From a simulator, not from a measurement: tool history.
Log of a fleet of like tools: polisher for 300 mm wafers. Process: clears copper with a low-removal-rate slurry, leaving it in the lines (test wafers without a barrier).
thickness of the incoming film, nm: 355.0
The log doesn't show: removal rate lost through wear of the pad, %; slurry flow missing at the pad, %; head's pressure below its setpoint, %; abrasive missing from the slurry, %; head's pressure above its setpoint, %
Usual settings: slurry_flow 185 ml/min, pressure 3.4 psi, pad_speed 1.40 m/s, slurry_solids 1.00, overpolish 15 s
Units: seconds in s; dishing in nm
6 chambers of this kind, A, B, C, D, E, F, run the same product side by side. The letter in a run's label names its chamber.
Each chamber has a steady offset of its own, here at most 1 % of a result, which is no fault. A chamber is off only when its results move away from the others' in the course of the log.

run	hour	slurry_flow	pressure	pad_speed	slurry_solids	overpolish	wafers polished on this pad	hours since the slurry nozzle was cleaned	hours since the head pressure was calibrated	hours since the slurry blender was calibrated	seconds	dishing
# hour 0.2: chamber B: slurry blender recalibrated
1C	7.0	185	3.4	1.40	1.00	15	671	92.6	71.1	151.5	62.399	59.026
2D	14.2	185	3.4	1.40	1.00	15	730	41.4	230.9	271.7	62.695	57.387
3A	18.2	185	3.4	1.40	1.00	15	1285	225.2	280.6	122.8	62.557	56.776
# hour 21.8: chamber B: slurry nozzle cleaned
4B	24.1	185	3.4	1.40	1.00	15	308	2.3	425.0	24.0	61.594	55.246
# hour 24.9: chamber A: worn pad replaced by a new one
# hour 26.4: chamber A: slurry blender recalibrated
5E	30.2	185	3.4	1.40	1.00	15	968	285.8	941.8	218.5	63.016	56.134
# hour 30.5: chamber E: slurry nozzle cleaned
# hour 33.3: chamber B: head pressure recalibrated
6F	35.3	185	3.4	1.40	1.00	15	766	70.8	775.9	117.0	62.954	55.498
7B	39.8	185	3.4	1.40	1.00	15	437	18.0	6.5	39.7	60.678	56.518
# hour 44.7: chamber C: slurry blender recalibrated
8E	46.4	185	3.4	1.40	1.00	15	1101	15.9	958.0	234.7	63.281	59.014
# hour 51.9: chamber A: slurry nozzle cleaned
9F	53.1	185	3.4	1.40	1.00	15	912	88.6	793.7	134.8	64.575	58.825
# hour 56.8: chamber C: worn pad replaced by a new one
10D	58.7	185	4.5	1.40	1.25	15	1096	85.9	275.4	316.2	45.008	75.072
# hour 58.8: chamber F: worn pad replaced by a new one
# hour 62.1: chamber E: worn pad replaced by a new one
11A	66.9	185	4.5	1.40	1.25	15	345	15.1	329.3	40.5	45.326	74.805
12C	71.6	185	4.5	1.40	1.25	15	121	157.2	135.7	27.0	44.425	76.270
# hour 71.8: chamber D: worn pad replaced by a new one
13A	75.3	185	4.5	1.40	1.25	15	414	23.5	337.7	48.9	44.091	77.675
14C	81.9	185	4.5	1.40	1.25	15	206	167.5	146.0	37.3	44.476	74.984
15E	85.8	185	4.5	1.40	1.25	15	195	55.3	997.4	274.1	45.222	78.474
16D	92.8	185	3.4	1.40	1.00	15	172	120.0	309.5	350.3	62.377	57.386
17F	96.5	185	3.4	1.40	1.00	15	310	132.0	837.1	178.2	61.861	58.017
18B	100.0	185	3.4	1.40	1.00	15	932	78.2	66.7	99.9	62.877	57.412
19D	105.0	185	3.4	1.10	1.00	15	273	132.2	321.7	362.5	80.231	47.358
# hour 106.1: chamber B: worn pad replaced by a new one
20C	111.4	185	3.4	1.10	1.00	15	448	197.0	175.5	66.8	80.193	47.172
21E	116.1	185	3.4	1.10	1.00	15	444	85.6	1027.7	304.4	79.545	46.757
22A	120.5	185	3.4	1.10	1.00	15	785	68.7	382.9	94.1	79.972	46.515
23B	124.7	185	3.4	1.10	1.00	15	153	102.9	91.4	124.6	80.082	46.844
24F	128.4	185	3.4	1.10	1.00	15	572	163.9	869.0	210.1	81.220	45.365
25F	134.6	185	3.4	1.40	1.00	15	623	170.1	875.2	216.3	62.464	58.867
# hour 136.4: chamber F: slurry blender recalibrated
26E	139.4	185	3.4	1.40	1.00	15	635	108.9	1051.0	327.7	63.489	58.561
# hour 140.9: chamber B: slurry blender recalibrated
27D	144.2	185	3.4	1.40	1.00	15	595	171.4	360.9	401.7	63.434	56.610
28B	148.4	185	3.4	1.16	1.00	15	348	126.6	115.1	7.5	75.470	49.946
29A	155.8	185	3.4	1.16	1.00	15	1076	104.0	418.2	129.4	74.608	48.908
# hour 157.8: chamber A: slurry blender recalibrated
# hour 158.9: chamber C: worn pad replaced by a new one
30C	162.5	185	3.4	1.16	1.00	15	29	248.1	226.6	117.9	75.226	49.311
31A	170.1	185	3.4	1.16	1.00	15	1193	118.3	432.5	12.3	74.602	47.789
# hour 170.8: chamber F: worn pad replaced by a new one
32D	176.0	185	3.4	1.16	1.00	15	856	203.2	392.7	433.5	75.884	47.685
33E	182.9	185	3.4	1.16	1.00	15	993	152.4	1094.5	371.2	75.678	49.545
34C	188.8	185	3.4	1.40	1.00	15	245	274.4	252.9	144.2	62.019	58.421
35F	195.2	185	3.4	1.40	1.00	15	201	230.7	935.8	58.9	61.692	55.938
# hour 196.7: chamber D: worn pad replaced by a new one
36B	199.1	185	3.4	1.40	1.00	15	764	177.3	165.8	58.2	61.025	58.223
37D	202.8	185	3.4	1.40	1.00	15	50	230.0	419.5	460.3	63.587	57.149
38A	210.9	185	3.4	1.40	1.00	15	1528	159.1	473.3	53.1	60.874	57.585
39F	219.1	185	3.4	1.40	1.00	15	397	254.6	959.7	82.8	63.722	57.214

What goes on in this fleet: one chamber off, a drifting gauge, or nothing beyond the chambers' own small offsets? Name the chamber and the cause, if any.

No chamber stands off beyond its own small offset, and the gauge holds steady.
